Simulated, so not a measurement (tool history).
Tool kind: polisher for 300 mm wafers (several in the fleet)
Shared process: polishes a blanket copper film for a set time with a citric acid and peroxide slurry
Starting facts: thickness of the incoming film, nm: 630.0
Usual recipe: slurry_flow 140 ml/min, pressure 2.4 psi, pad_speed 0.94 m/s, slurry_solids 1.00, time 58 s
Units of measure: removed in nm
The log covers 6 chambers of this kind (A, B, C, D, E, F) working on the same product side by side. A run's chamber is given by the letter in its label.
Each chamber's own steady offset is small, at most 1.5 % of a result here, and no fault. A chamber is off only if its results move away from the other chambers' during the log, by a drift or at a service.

run   hour  slurry_flow  pressure  pad_speed  slurry_solids  time  removed
       1.6  -- chamber C: worn pad replaced by a new one
 1F   14.1          140       2.4       0.94           1.00    58   81.117
      20.3  -- chamber D: worn pad replaced by a new one
      23.5  -- chamber E: worn pad replaced by a new one
 2B   23.5          140       2.4       0.94           1.00    58   81.651
      25.9  -- chamber B: slurry nozzle cleaned
      27.5  -- chamber B: worn pad replaced by a new one
 3D   32.1          140       2.4       0.94           1.00    58   80.520
      37.8  -- chamber C: head pressure recalibrated
      39.6  -- chamber D: slurry blender recalibrated
 4C   41.1          140       2.4       0.94           1.00    58   81.201
 5A   48.5          140       2.4       0.94           1.00    58   79.255
 6E   59.2          140       2.4       0.94           1.00    58   84.563
      65.2  -- chamber A: worn pad replaced by a new one
      72.8  -- chamber E: slurry blender recalibrated
 7A   72.9          140       2.4       0.94           1.00    58   82.018
      81.1  -- chamber C: worn pad replaced by a new one
 8F   83.3          140       2.4       0.94           1.00    58   81.005
      88.4  -- chamber D: head pressure recalibrated
      97.8  -- chamber F: worn pad replaced by a new one
 9E   97.9          140       2.1       0.64           1.00    58   50.229
     101.2  -- chamber D: worn pad replaced by a new one
     103.7  -- chamber E: worn pad replaced by a new one
     110.8  -- chamber B: worn pad replaced by a new one
10D  111.4          140       2.1       0.64           1.00    58   48.896
     116.9  -- chamber A: head pressure recalibrated
11B  117.9          140       2.1       0.64           1.00    58   48.679
     119.8  -- chamber A: slurry blender recalibrated
12C  125.5          140       2.1       0.64           1.00    58   50.593
13B  138.8          140       2.1       0.64           1.00    58   50.031
     144.3  -- chamber A: worn pad replaced by a new one
14D  146.8          140       2.1       0.64           1.00    58   49.073
15C  160.1          140       2.4       0.94           1.00    58   79.880
     164.8  -- chamber D: slurry blender recalibrated
     169.0  -- chamber E: slurry blender recalibrated
16E  172.0          110       2.4       0.94           1.25    58   80.653
     182.3  -- chamber C: worn pad replaced by a new one
17A  186.3          110       2.4       0.94           1.25    58   82.338
     187.5  -- chamber E: worn pad replaced by a new one
     189.8  -- chamber B: worn pad replaced by a new one
     192.1  -- chamber F: worn pad replaced by a new one
18F  197.7          110       2.4       0.94           1.25    58   82.210
     205.7  -- chamber D: worn pad replaced by a new one
19D  211.1          110       2.4       0.94           1.25    58   80.409
20F  218.6          110       2.4       0.94           1.25    58   80.074
     226.7  -- chamber F: head pressure recalibrated
     226.8  -- chamber B: slurry nozzle cleaned
21A  230.3          110       2.4       0.94           1.25    58   80.015
     233.2  -- chamber C: slurry nozzle cleaned
     242.8  -- chamber A: worn pad replaced by a new one
22B  244.8          140       2.4       0.94           1.00    58   82.815
23E  256.8          140       2.4       0.94           1.00    58   81.737
     258.7  -- chamber B: slurry blender recalibrated
24C  266.7          140       2.9       0.94           1.00    58   99.854
     269.8  -- chamber C: worn pad replaced by a new one
     272.3  -- chamber B: worn pad replaced by a new one
25B  275.2          140       2.9       0.94           1.00    58   98.887
26C  282.0          140       2.9       0.94           1.00    58   96.176
     283.0  -- chamber F: worn pad replaced by a new one
     284.5  -- chamber E: worn pad replaced by a new one
     285.7  -- chamber E: slurry nozzle cleaned
     291.6  -- chamber E: slurry blender recalibrated
27A  293.0          140       2.9       0.94           1.00    58   98.169
     302.3  -- chamber F: slurry blender recalibrated
     303.1  -- chamber D: worn pad replaced by a new one
28E  307.7          140       2.9       0.94           1.00    58   99.259
     319.0  -- chamber C: head pressure recalibrated
29D  319.4          140       2.9       0.94           1.00    58   97.108
     327.4  -- chamber D: slurry blender recalibrated
     331.8  -- chamber D: slurry nozzle cleaned
30F  333.6          140       2.4       0.94           1.00    58   80.597
     334.7  -- chamber A: worn pad replaced by a new one
31E  346.3          140       2.4       0.94           1.00    58   82.832
     346.8  -- chamber B: head pressure recalibrated
32F  353.5          140       2.4       0.94           1.00    58   80.514
33B  363.1          140       2.4       0.94           1.00    58   81.378
     366.1  -- chamber C: slurry blender recalibrated
     367.6  -- chamber B: worn pad replaced by a new one
     371.4  -- chamber C: worn pad replaced by a new one
34A  373.2          140       2.4       0.94           1.00    58   81.571
     385.1  -- chamber F: worn pad replaced by a new one
     386.0  -- chamber E: worn pad replaced by a new one
     386.9  -- chamber D: worn pad replaced by a new one
35C  388.1          100       2.4       0.74           1.00    58   60.433
36D  396.9          100       2.4       0.74           1.00    58   59.855
     407.4  -- chamber E: slurry blender recalibrated
37F  407.4          100       2.4       0.74           1.00    58   60.475
38E  419.2          100       2.4       0.74           1.00    58   61.722
39C  433.5          100       2.4       0.74           1.00    58   61.731
40B  443.4          100       2.4       0.74           1.00    58   60.073
41D  456.3          140       2.4       0.94           1.00    58   79.921

Decide between three cases: one chamber stands off from its peers, the gauge reading all wafers drifts, or nothing is wrong past each chamber's small offset. Where a chamber is off, say which and what most likely put it there.

Beyond each chamber's small constant offset nothing stands out, and the gauge stays steady.

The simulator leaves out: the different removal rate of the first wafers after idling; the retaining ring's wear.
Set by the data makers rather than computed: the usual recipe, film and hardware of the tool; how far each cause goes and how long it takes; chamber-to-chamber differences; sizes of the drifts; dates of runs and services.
